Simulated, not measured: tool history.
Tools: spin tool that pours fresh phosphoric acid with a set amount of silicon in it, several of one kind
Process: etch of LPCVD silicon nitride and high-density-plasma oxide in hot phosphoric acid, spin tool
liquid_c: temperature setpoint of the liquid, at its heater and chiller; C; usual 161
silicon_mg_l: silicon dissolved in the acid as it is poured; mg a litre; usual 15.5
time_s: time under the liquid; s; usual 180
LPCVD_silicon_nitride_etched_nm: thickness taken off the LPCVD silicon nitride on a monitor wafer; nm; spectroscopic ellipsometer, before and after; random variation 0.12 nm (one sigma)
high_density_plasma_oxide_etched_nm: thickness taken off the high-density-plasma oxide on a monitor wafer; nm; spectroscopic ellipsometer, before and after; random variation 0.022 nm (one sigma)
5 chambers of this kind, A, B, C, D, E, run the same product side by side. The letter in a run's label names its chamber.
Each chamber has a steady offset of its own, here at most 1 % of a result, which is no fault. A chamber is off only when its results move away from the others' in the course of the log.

| run | hour | liquid_c | silicon_mg_l | time_s | read-back film thickness of the LPCVD silicon nitride reference wafer, read on the same gauge (nm) | read-back film thickness of the high-density-plasma oxide reference wafer, read on the same gauge (nm) | LPCVD_silicon_nitride_etched_nm | high_density_plasma_oxide_etched_nm |
|---|---|---|---|---|---|---|---|---|
| 1A | 3.6 | 161 | 15.5 | 180 | 59.975 | 90.022 | 15.266 | 0.47114 |
| 2E | 7.9 | 161 | 15.5 | 180 | 60.027 | 90.043 | 15.014 | 0.48433 |
| 3C | 10.3 | 161 | 15.5 | 180 | 60.029 | 89.978 | 15.051 | 0.50754 |
| 4B | 13.2 | 161 | 15.5 | 180 | 60.015 | 90.021 | 15.046 | 0.49523 |
| 5D | 16.8 | 161 | 15.5 | 180 | 60.055 | 90.034 | 15.114 | 0.49356 |
| 6A | 19.1 | 161 | 15.5 | 180 | 59.99 | 89.984 | 15.36 | 0.51634 |
| 7C | 23.4 | 161 | 15.5 | 140 | 60.052 | 90.008 | 11.736 | 0.39296 |
| 8D | 26.1 | 161 | 15.5 | 140 | 59.992 | 90 | 11.674 | 0.37368 |
| 9B | 28.8 | 161 | 15.5 | 140 | 59.994 | 90.008 | 11.781 | 0.38051 |
| 10E | 31.1 | 161 | 15.5 | 140 | 59.98 | 89.977 | 11.767 | 0.36586 |
| 11B | 35.5 | 161 | 15.5 | 140 | 59.995 | 89.983 | 11.889 | 0.36587 |
| 12D | 37.5 | 161 | 15.5 | 180 | 59.98 | 89.985 | 14.784 | 0.45244 |
| 13A | 40.1 | 161 | 15.5 | 180 | 59.979 | 89.994 | 15.182 | 0.4279 |
| 14E | 42.2 | 161 | 15.5 | 180 | 60.007 | 90.012 | 15.074 | 0.47561 |
| 15C | 45.9 | 161 | 15.5 | 180 | 59.977 | 89.998 | 15.209 | 0.46707 |
| 16B | 49.2 | 160 | 15.5 | 225 | 60.015 | 89.989 | 18.566 | 0.55032 |
| 17D | 53.5 | 160 | 15.5 | 225 | 60.008 | 89.969 | 17.713 | 0.52359 |
| 18E | 56.2 | 160 | 15.5 | 225 | 59.973 | 90.003 | 18.153 | 0.54646 |
| 19C | 60.3 | 160 | 15.5 | 225 | 59.989 | 89.991 | 18.189 | 0.58135 |
|  | 63.7 | chamber B: thermometer replaced |
| 20A | 64.5 | 160 | 15.5 | 225 | 60.02 | 89.953 | 18.27 | 0.57118 |
| 21E | 67.4 | 161 | 15.5 | 180 | 59.987 | 90.016 | 15.124 | 0.51594 |
| 22B | 69.6 | 161 | 15.5 | 180 | 59.99 | 90.041 | 15.237 | 0.48354 |
| 23D | 73.7 | 161 | 15.5 | 180 | 60.016 | 89.978 | 14.413 | 0.44359 |
| 24A | 77.9 | 161 | 26 | 180 | 60.008 | 89.973 | 15.062 | 0.34891 |
| 25C | 79.8 | 161 | 26 | 180 | 60.015 | 90.006 | 15.18 | 0.37906 |
| 26B | 82 | 161 | 26 | 180 | 59.998 | 90.043 | 15.145 | 0.38377 |
| 27C | 84.4 | 161 | 26 | 180 | 60.015 | 90.004 | 14.97 | 0.36025 |
| 28A | 87.1 | 161 | 26 | 180 | 59.996 | 90.022 | 15.125 | 0.35517 |
| 29E | 91.5 | 159.5 | 15.5 | 145 | 59.996 | 90.015 | 11.505 | 0.3486 |
| 30D | 95.4 | 159.5 | 15.5 | 145 | 59.991 | 90.018 | 10.893 | 0.30651 |
| 31D | 98.7 | 159.5 | 15.5 | 145 | 59.996 | 90.009 | 10.965 | 0.32096 |

All 5 chambers run these settings next. Forecast each chamber's results:
| 32A | 101.9 | 161 | 15.5 | 180 |  |  | ? | ? |
| 32B | 101.9 | 161 | 15.5 | 180 |  |  | ? | ? |
| 32C | 101.9 | 161 | 15.5 | 180 |  |  | ? | ? |
| 32D | 101.9 | 161 | 15.5 | 180 |  |  | ? | ? |
| 32E | 101.9 | 161 | 15.5 | 180 |  |  | ? | ? |

| run | LPCVD_silicon_nitride_etched_nm | high_density_plasma_oxide_etched_nm |
|---|---|---|
| 32A | 15.159 | 0.49935 |
| 32B | 15.05 | 0.4974 |
| 32C | 15.09 | 0.49771 |
| 32D | 14.135 | 0.4169 |
| 32E | 14.928 | 0.46355 |

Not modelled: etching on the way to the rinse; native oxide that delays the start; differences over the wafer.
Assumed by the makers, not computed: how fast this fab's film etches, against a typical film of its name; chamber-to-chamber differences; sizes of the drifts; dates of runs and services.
